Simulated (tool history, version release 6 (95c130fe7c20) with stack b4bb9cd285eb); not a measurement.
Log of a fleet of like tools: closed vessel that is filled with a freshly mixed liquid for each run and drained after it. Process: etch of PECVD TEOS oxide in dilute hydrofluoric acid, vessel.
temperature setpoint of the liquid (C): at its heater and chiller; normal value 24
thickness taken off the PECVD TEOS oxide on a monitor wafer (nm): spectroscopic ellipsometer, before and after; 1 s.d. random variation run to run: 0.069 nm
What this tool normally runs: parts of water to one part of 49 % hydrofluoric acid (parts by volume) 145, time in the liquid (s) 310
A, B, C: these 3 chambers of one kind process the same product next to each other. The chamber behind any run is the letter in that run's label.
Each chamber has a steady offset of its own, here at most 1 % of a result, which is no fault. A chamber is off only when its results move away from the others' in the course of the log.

| run | hour | temperature setpoint of the liquid (C) | parts of water to one part of 49 % hydrofluoric acid (parts by volume) | time in the liquid (s) | hours since the thermometer was replaced | hours since the hydrofluoric acid flow meter was replaced | read-back film thickness of the PECVD TEOS oxide reference wafer, read on the same gauge (nm) | thickness taken off the PECVD TEOS oxide on a monitor wafer (nm) |
|---|---|---|---|---|---|---|---|---|
| 1B | 8.5 | 24 | 145 | 310 | 2243.5 | 1173.3 | 79.999 | 20.995 |
| 2A | 16 | 24 | 145 | 310 | 70.4 | 817.6 | 79.966 | 20.645 |
| 3C | 24.7 | 24 | 145 | 310 | 1007.8 | 1230.1 | 80.011 | 20.975 |
| 4A | 36.5 | 24 | 145 | 310 | 90.9 | 838.1 | 80.015 | 20.66 |
| 5B | 46.1 | 24 | 145 | 310 | 2281.1 | 1210.9 | 80.022 | 20.934 |
| 6C | 52.4 | 24 | 145 | 310 | 1035.5 | 1257.8 | 80.003 | 20.92 |
| 7B | 58.5 | 24 | 145 | 310 | 2293.5 | 1223.3 | 79.989 | 20.957 |
| 8A | 67.5 | 24 | 145 | 310 | 121.9 | 869.1 | 79.985 | 20.743 |
| 9C | 73.8 | 24 | 145 | 310 | 1056.9 | 1279.2 | 80.028 | 20.759 |
| 10A | 82.4 | 24 | 145 | 310 | 136.8 | 884 | 80.013 | 20.645 |
| 11C | 88.5 | 22 | 175 | 310 | 1071.6 | 1293.9 | 80.013 | 15.504 |
| 12B | 99.8 | 22 | 175 | 310 | 2334.8 | 1264.6 | 80.008 | 15.542 |
| 13C | 111.6 | 22 | 175 | 310 | 1094.7 | 1317 | 80.001 | 15.358 |
| 14A | 121.5 | 28 | 105 | 310 | 175.9 | 923.1 | 79.984 | 35.256 |
| 15B | 131.9 | 28 | 105 | 310 | 2366.9 | 1296.7 | 80.023 | 35.696 |
| 16B | 138.3 | 28 | 105 | 310 | 2373.3 | 1303.1 | 80.005 | 35.581 |
| 17A | 149.6 | 24 | 145 | 310 | 204 | 951.2 | 80.001 | 20.689 |
| 18C | 159.5 | 21 | 205 | 310 | 1142.6 | 1364.9 | 80.02 | 12.199 |
| 19A | 170.6 | 21 | 205 | 310 | 225 | 972.2 | 79.997 | 12.077 |
| 20B | 177 | 21 | 205 | 310 | 2412 | 1341.8 | 79.999 | 12.357 |
| 21C | 184.2 | 24 | 145 | 310 | 1167.3 | 1389.6 | 79.976 | 20.451 |
| 22C | 192 | 24 | 195 | 310 | 1175.1 | 1397.4 | 79.976 | 14.495 |
| 23A | 203.8 | 24 | 195 | 310 | 258.2 | 1005.4 | 80.028 | 14.563 |
| 24B | 214.7 | 24 | 195 | 310 | 2449.7 | 1379.5 | 79.989 | 14.683 |
| 25B | 226.1 | 24 | 145 | 310 | 2461.1 | 1390.9 | 80.002 | 21.006 |
| 26A | 233.2 | 24 | 145 | 310 | 287.6 | 1034.8 | 79.99 | 20.77 |
| 27C | 245 | 24 | 145 | 310 | 1228.1 | 1450.4 | 79.989 | 20.279 |
| 28B | 257 | 24 | 145 | 310 | 2492 | 1421.8 | 80.007 | 20.853 |
| 29C | 268.8 | 24 | 145 | 310 | 1251.9 | 1474.2 | 80.005 | 20.237 |
|  | 280.3 | chamber B: thermometer replaced |
| 30A | 280.7 | 24 | 145 | 310 | 335.1 | 1082.3 | 79.984 | 20.648 |
|  | 286.1 | chamber A: hydrofluoric acid flow meter replaced |
| 31A | 290.8 | 24 | 145 | 310 | 345.2 | 4.7 | 79.977 | 20.652 |
| 32B | 299.9 | 24 | 145 | 310 | 19.6 | 1464.7 | 80.037 | 20.912 |
| 33C | 307.9 | 24 | 145 | 310 | 1291 | 1513.3 | 79.99 | 20.147 |
| 34C | 319.1 | 24 | 145 | 310 | 1302.2 | 1524.5 | 80.006 | 20.039 |
| 35A | 325.5 | 24 | 145 | 310 | 379.9 | 39.4 | 80.008 | 20.776 |
| 36B | 338 | 24 | 145 | 310 | 57.7 | 1502.8 | 79.968 | 21.055 |
| 37A | 345.9 | 24 | 145 | 310 | 400.3 | 59.8 | 79.988 | 20.635 |
| 38B | 352.9 | 24 | 145 | 310 | 72.6 | 1517.7 | 80.001 | 20.934 |

Decide between three cases: one chamber stands off from its peers, the gauge reading all wafers drifts, or nothing is wrong past each chamber's small offset. Where a chamber is off, say which and what most likely put it there.

One chamber, C, drifts off from the rest bit by bit.
Cause: hydrofluoric acid flow below the setpoint (%) = 3.95.
The log may not tell that from: liquid colder than its thermometer reads (K).

Which of the 4 candidates below, each the usual settings with something changed and its results left as question marks, puts chamber C back in line with what the other chambers give on the usual settings?
In line means no further than this from the other chambers' mean on the usual settings: thickness taken off the PECVD TEOS oxide on a monitor wafer (nm) 0.24
| 39C-1 | 362 | 24 | 140 | 310 |  |  |  | ? |
| 39C-2 | 362 | 24 | 150 | 310 |  |  |  | ? |
| 39C-3 | 362 | 24 | 140 | 325 |  |  |  | ? |
| 39C-4 | 362 | 24 | 145 | 285 |  |  |  | ? |

Mean of the other chambers on the usual settings: thickness taken off the PECVD TEOS oxide on a monitor wafer (nm) 20.821
| run | thickness taken off the PECVD TEOS oxide on a monitor wafer (nm) |
|---|---|
| 39C-1 | 20.819 |
| 39C-2 | 19.226 |
| 39C-3 | 21.826 |
| 39C-4 | 18.383 |
With 39C-1, the chamber falls back in line with the rest.
